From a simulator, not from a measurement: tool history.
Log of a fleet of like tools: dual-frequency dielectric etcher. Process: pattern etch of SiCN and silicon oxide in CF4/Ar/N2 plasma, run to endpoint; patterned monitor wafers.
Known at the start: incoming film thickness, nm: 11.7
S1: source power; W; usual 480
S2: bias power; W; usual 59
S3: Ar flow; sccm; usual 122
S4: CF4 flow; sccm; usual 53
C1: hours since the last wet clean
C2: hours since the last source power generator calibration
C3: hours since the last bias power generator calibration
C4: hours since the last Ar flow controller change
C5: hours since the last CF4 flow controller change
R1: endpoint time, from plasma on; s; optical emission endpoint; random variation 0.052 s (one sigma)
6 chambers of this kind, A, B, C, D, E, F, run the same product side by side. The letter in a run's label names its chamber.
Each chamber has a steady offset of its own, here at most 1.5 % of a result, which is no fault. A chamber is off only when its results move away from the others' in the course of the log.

{"hour": 5.5, "done": "chamber A: wet clean of the chamber"}
{"run": "1D", "hour": 7.6, "S1": 480, "S2": 59, "S3": 122, "S4": 53, "C1": 239.6, "C2": 491.8, "C3": 2892.4, "C4": 1905.3, "C5": 43.5, "R1": 14.809}
{"run": "2A", "hour": 14.6, "S1": 480, "S2": 59, "S3": 122, "S4": 53, "C1": 9.2, "C2": 444.3, "C3": 831.6, "C4": 2459.7, "C5": 859.1, "R1": 15.064}
{"hour": 27.8, "done": "chamber E: source power generator calibrated"}
{"run": "3F", "hour": 28.0, "S1": 480, "S2": 59, "S3": 122, "S4": 53, "C1": 371.7, "C2": 1061, "C3": 1649.1, "C4": 3291.1, "C5": 856.3, "R1": 14.89}
{"hour": 31.7, "done": "chamber E: Ar flow controller replaced"}
{"run": "4C", "hour": 36.0, "S1": 480, "S2": 59, "S3": 122, "S4": 53, "C1": 500.9, "C2": 710.7, "C3": 617.4, "C4": 734.2, "C5": 1874.7, "R1": 14.954}
{"run": "5E", "hour": 45.9, "S1": 480, "S2": 59, "S3": 122, "S4": 53, "C1": 163.5, "C2": 18.1, "C3": 808.2, "C4": 14.2, "C5": 1770.5, "R1": 14.898}
{"hour": 48.1, "done": "chamber C: CF4 flow controller replaced"}
{"run": "6B", "hour": 56.9, "S1": 480, "S2": 59, "S3": 122, "S4": 53, "C1": 241, "C2": 572.3, "C3": 527.3, "C4": 2124, "C5": 4335.3, "R1": 14.848}
{"run": "7D", "hour": 63.9, "S1": 480, "S2": 59, "S3": 122, "S4": 53, "C1": 295.9, "C2": 548.1, "C3": 2948.7, "C4": 1961.6, "C5": 99.8, "R1": 14.896}
{"hour": 65.0, "done": "chamber C: wet clean of the chamber"}
{"run": "8E", "hour": 74.0, "S1": 480, "S2": 64, "S3": 122, "S4": 45, "C1": 191.6, "C2": 46.2, "C3": 836.3, "C4": 42.3, "C5": 1798.6, "R1": 14.884}
{"run": "9B", "hour": 86.8, "S1": 480, "S2": 64, "S3": 122, "S4": 45, "C1": 270.9, "C2": 602.2, "C3": 557.2, "C4": 2153.9, "C5": 4365.2, "R1": 14.992}
{"run": "10A", "hour": 97.5, "S1": 480, "S2": 64, "S3": 122, "S4": 45, "C1": 92.1, "C2": 527.2, "C3": 914.5, "C4": 2542.6, "C5": 942, "R1": 14.927}
{"run": "11C", "hour": 107.6, "S1": 480, "S2": 64, "S3": 122, "S4": 45, "C1": 42.6, "C2": 782.3, "C3": 689, "C4": 805.8, "C5": 59.5, "R1": 15.012}
{"run": "12F", "hour": 122.1, "S1": 480, "S2": 64, "S3": 122, "S4": 45, "C1": 465.8, "C2": 1155.1, "C3": 1743.2, "C4": 3385.2, "C5": 950.4, "R1": 14.944}
{"run": "13A", "hour": 128.4, "S1": 480, "S2": 64, "S3": 122, "S4": 45, "C1": 123, "C2": 558.1, "C3": 945.4, "C4": 2573.5, "C5": 972.9, "R1": 14.975}
{"hour": 130.8, "done": "chamber F: wet clean of the chamber"}
{"run": "14F", "hour": 142.2, "S1": 480, "S2": 59, "S3": 137, "S4": 53, "C1": 11.5, "C2": 1175.2, "C3": 1763.3, "C4": 3405.3, "C5": 970.5, "R1": 15.081}
{"run": "15E", "hour": 148.4, "S1": 480, "S2": 59, "S3": 137, "S4": 53, "C1": 266, "C2": 120.6, "C3": 910.7, "C4": 116.7, "C5": 1873, "R1": 15.192}
{"run": "16D", "hour": 157.9, "S1": 480, "S2": 59, "S3": 137, "S4": 53, "C1": 389.9, "C2": 642.1, "C3": 3042.7, "C4": 2055.6, "C5": 193.8, "R1": 15.252}
{"run": "17C", "hour": 172.0, "S1": 480, "S2": 59, "S3": 137, "S4": 53, "C1": 107, "C2": 846.7, "C3": 753.4, "C4": 870.2, "C5": 123.9, "R1": 15.262}
{"run": "18B", "hour": 179.7, "S1": 480, "S2": 59, "S3": 137, "S4": 53, "C1": 363.8, "C2": 695.1, "C3": 650.1, "C4": 2246.8, "C5": 4458.1, "R1": 15.267}
{"run": "19C", "hour": 192.1, "S1": 480, "S2": 59, "S3": 137, "S4": 53, "C1": 127.1, "C2": 866.8, "C3": 773.5, "C4": 890.3, "C5": 144, "R1": 15.143}
{"run": "20E", "hour": 199.3, "S1": 480, "S2": 59, "S3": 122, "S4": 53, "C1": 316.9, "C2": 171.5, "C3": 961.6, "C4": 167.6, "C5": 1923.9, "R1": 14.904}
{"run": "21A", "hour": 206.1, "S1": 480, "S2": 59, "S3": 122, "S4": 53, "C1": 200.7, "C2": 635.8, "C3": 1023.1, "C4": 2651.2, "C5": 1050.6, "R1": 14.993}
{"run": "22B", "hour": 214.5, "S1": 480, "S2": 59, "S3": 122, "S4": 53, "C1": 398.6, "C2": 729.9, "C3": 684.9, "C4": 2281.6, "C5": 4492.9, "R1": 14.896}
{"run": "23F", "hour": 224.0, "S1": 480, "S2": 59, "S3": 122, "S4": 53, "C1": 93.3, "C2": 1257, "C3": 1845.1, "C4": 3487.1, "C5": 1052.3, "R1": 14.862}
{"run": "24D", "hour": 232.4, "S1": 480, "S2": 59, "S3": 122, "S4": 53, "C1": 464.4, "C2": 716.6, "C3": 3117.2, "C4": 2130.1, "C5": 268.3, "R1": 14.841}
{"run": "25D", "hour": 238.8, "S1": 480, "S2": 53, "S3": 122, "S4": 53, "C1": 470.8, "C2": 723, "C3": 3123.6, "C4": 2136.5, "C5": 274.7, "R1": 15.349}
{"run": "26C", "hour": 250.5, "S1": 480, "S2": 53, "S3": 122, "S4": 53, "C1": 185.5, "C2": 925.2, "C3": 831.9, "C4": 948.7, "C5": 202.4, "R1": 15.312}
{"run": "27F", "hour": 264.8, "S1": 480, "S2": 53, "S3": 122, "S4": 53, "C1": 134.1, "C2": 1297.8, "C3": 1885.9, "C4": 3527.9, "C5": 1093.1, "R1": 15.417}
{"run": "28B", "hour": 279.0, "S1": 480, "S2": 53, "S3": 122, "S4": 53, "C1": 463.1, "C2": 794.4, "C3": 749.4, "C4": 2346.1, "C5": 4557.4, "R1": 15.457}
{"run": "29E", "hour": 288.7, "S1": 480, "S2": 53, "S3": 122, "S4": 53, "C1": 406.3, "C2": 260.9, "C3": 1051, "C4": 257, "C5": 2013.3, "R1": 15.42}
{"run": "30A", "hour": 295.6, "S1": 480, "S2": 53, "S3": 122, "S4": 53, "C1": 290.2, "C2": 725.3, "C3": 1112.6, "C4": 2740.7, "C5": 1140.1, "R1": 15.635}
{"run": "31C", "hour": 310.0, "S1": 480, "S2": 59, "S3": 122, "S4": 53, "C1": 245, "C2": 984.7, "C3": 891.4, "C4": 1008.2, "C5": 261.9, "R1": 14.941}
{"run": "32B", "hour": 322.8, "S1": 480, "S2": 59, "S3": 122, "S4": 53, "C1": 506.9, "C2": 838.2, "C3": 793.2, "C4": 2389.9, "C5": 4601.2, "R1": 14.964}
{"run": "33D", "hour": 329.7, "S1": 480, "S2": 59, "S3": 122, "S4": 53, "C1": 561.7, "C2": 813.9, "C3": 3214.5, "C4": 2227.4, "C5": 365.6, "R1": 14.817}
{"hour": 338.1, "done": "chamber E: wet clean of the chamber"}
{"run": "34F", "hour": 338.1, "S1": 480, "S2": 59, "S3": 122, "S4": 53, "C1": 207.4, "C2": 1371.1, "C3": 1959.2, "C4": 3601.2, "C5": 1166.4, "R1": 14.786}
{"run": "35E", "hour": 346.2, "S1": 480, "S2": 59, "S3": 122, "S4": 53, "C1": 8.2, "C2": 318.4, "C3": 1108.5, "C4": 314.5, "C5": 2070.8, "R1": 14.937}
{"run": "36A", "hour": 357.2, "S1": 480, "S2": 59, "S3": 122, "S4": 53, "C1": 351.8, "C2": 786.9, "C3": 1174.2, "C4": 2802.3, "C5": 1201.7, "R1": 14.939}
{"run": "37C", "hour": 366.9, "S1": 480, "S2": 59, "S3": 122, "S4": 53, "C1": 301.9, "C2": 1041.6, "C3": 948.3, "C4": 1065.1, "C5": 318.8, "R1": 14.836}
{"hour": 372.4, "done": "chamber D: wet clean of the chamber"}
{"run": "38D", "hour": 377.0, "S1": 480, "S2": 59, "S3": 122, "S4": 53, "C1": 4.6, "C2": 861.2, "C3": 3261.8, "C4": 2274.7, "C5": 412.9, "R1": 14.877}
{"run": "39F", "hour": 385.1, "S1": 480, "S2": 59, "S3": 122, "S4": 53, "C1": 254.4, "C2": 1418.1, "C3": 2006.2, "C4": 3648.2, "C5": 1213.4, "R1": 14.829}

What goes on in this fleet: one chamber off, a drifting gauge, or nothing beyond the chambers' own small offsets? Name the chamber and the cause, if any.

No chamber stands off beyond its own small offset, and the gauge holds steady.
